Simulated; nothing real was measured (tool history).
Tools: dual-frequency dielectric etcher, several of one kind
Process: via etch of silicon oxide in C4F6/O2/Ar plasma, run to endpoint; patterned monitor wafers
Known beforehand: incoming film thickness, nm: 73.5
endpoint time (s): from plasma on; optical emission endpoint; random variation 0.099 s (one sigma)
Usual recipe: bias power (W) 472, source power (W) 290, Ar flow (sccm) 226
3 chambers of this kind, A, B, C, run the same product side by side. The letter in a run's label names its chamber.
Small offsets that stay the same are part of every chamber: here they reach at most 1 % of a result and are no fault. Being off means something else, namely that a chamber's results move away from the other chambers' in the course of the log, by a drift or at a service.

Run 1A, day 0.375: usual settings. Result: endpoint time (s) 17.942.
Run 2B, day 0.700: usual settings. Result: endpoint time (s) 17.879.
Run 3C, day 1.150: usual settings. Result: endpoint time (s) 18.016.
Run 4C, day 1.542: usual settings. Result: endpoint time (s) 18.144.
Run 5B, day 2.083: usual settings. Result: endpoint time (s) 17.968.
Run 6A, day 2.554: usual settings but bias power (W) 523. Result: endpoint time (s) 17.191.
Run 7C, day 3.121: usual settings but bias power (W) 523. Result: endpoint time (s) 17.407.
At day 3.375: chamber C: wet clean of the chamber.
Run 8B, day 3.746: usual settings but bias power (W) 523. Result: endpoint time (s) 17.209.
Run 9A, day 4.371: usual settings. Result: endpoint time (s) 17.950.
Run 10B, day 4.683: usual settings but source power (W) 330. Result: endpoint time (s) 17.218.
Run 11C, day 5.283: usual settings but source power (W) 330. Result: endpoint time (s) 17.449.
Run 12A, day 5.825: usual settings but source power (W) 330. Result: endpoint time (s) 17.133.
Run 13A, day 6.504: usual settings but source power (W) 260, Ar flow (sccm) 208. Result: endpoint time (s) 18.632.
Run 14B, day 7.100: usual settings but source power (W) 260, Ar flow (sccm) 208. Result: endpoint time (s) 18.521.
At day 7.496: chamber A: source power generator calibrated.
Run 15C, day 7.496: usual settings but source power (W) 260, Ar flow (sccm) 208. Result: endpoint time (s) 18.664.
Run 16B, day 8.162: usual settings. Result: endpoint time (s) 17.902.
Run 17C, day 8.588: usual settings. Result: endpoint time (s) 18.021.
Run 18A, day 9.046: usual settings. Result: endpoint time (s) 18.085.
Run 19B, day 9.621: usual settings. Result: endpoint time (s) 17.854.
Run 20A, day 9.925: usual settings but bias power (W) 385, source power (W) 270. Result: endpoint time (s) 19.985.
Run 21C, day 10.338: usual settings but bias power (W) 385, source power (W) 270. Result: endpoint time (s) 20.375.
Run 22A, day 10.850: usual settings but bias power (W) 385, source power (W) 270. Result: endpoint time (s) 19.886.
Run 23B, day 11.496: usual settings. Result: endpoint time (s) 17.723.
Run 24C, day 11.858: usual settings. Result: endpoint time (s) 18.330.
At day 12.321: chamber A: wet clean of the chamber.
Run 25C, day 12.521: usual settings. Result: endpoint time (s) 18.241.
Run 26A, day 12.879: usual settings. Result: endpoint time (s) 17.788.
Run 27B, day 13.371: usual settings. Result: endpoint time (s) 17.544.
Run 28C, day 13.675: usual settings. Result: endpoint time (s) 18.240.
Run 29B, day 14.188: usual settings. Result: endpoint time (s) 17.633.
Run 30A, day 14.842: usual settings. Result: endpoint time (s) 17.937.
Run 31B, day 15.325: usual settings. Result: endpoint time (s) 17.336.
Run 32A, day 15.875: usual settings but source power (W) 230, Ar flow (sccm) 207. Result: endpoint time (s) 19.213.
Run 33C, day 16.492: usual settings but source power (W) 230, Ar flow (sccm) 207. Result: endpoint time (s) 19.726.
Run 34C, day 16.792: usual settings but source power (W) 230, Ar flow (sccm) 207. Result: endpoint time (s) 19.650.
Run 35A, day 17.442: usual settings. Result: endpoint time (s) 18.019.
Run 36B, day 17.792: usual settings. Result: endpoint time (s) 17.297.
Run 37C, day 18.183: usual settings. Result: endpoint time (s) 18.145.
Run 38A, day 18.492: usual settings. Result: endpoint time (s) 18.128.
Run 39B, day 18.788: usual settings. Result: endpoint time (s) 17.193.

All chambers now run identical settings, listed one chamber a line with results as question marks. What results will each chamber show?
Run 40A, day 19.283: usual settings. Result: endpoint time (s) ?.
Run 40B, day 19.283: usual settings. Result: endpoint time (s) ?.
Run 40C, day 19.283: usual settings. Result: endpoint time (s) ?.

run  endpoint time (s)
40A             17.890
40B             17.171
40C             18.214

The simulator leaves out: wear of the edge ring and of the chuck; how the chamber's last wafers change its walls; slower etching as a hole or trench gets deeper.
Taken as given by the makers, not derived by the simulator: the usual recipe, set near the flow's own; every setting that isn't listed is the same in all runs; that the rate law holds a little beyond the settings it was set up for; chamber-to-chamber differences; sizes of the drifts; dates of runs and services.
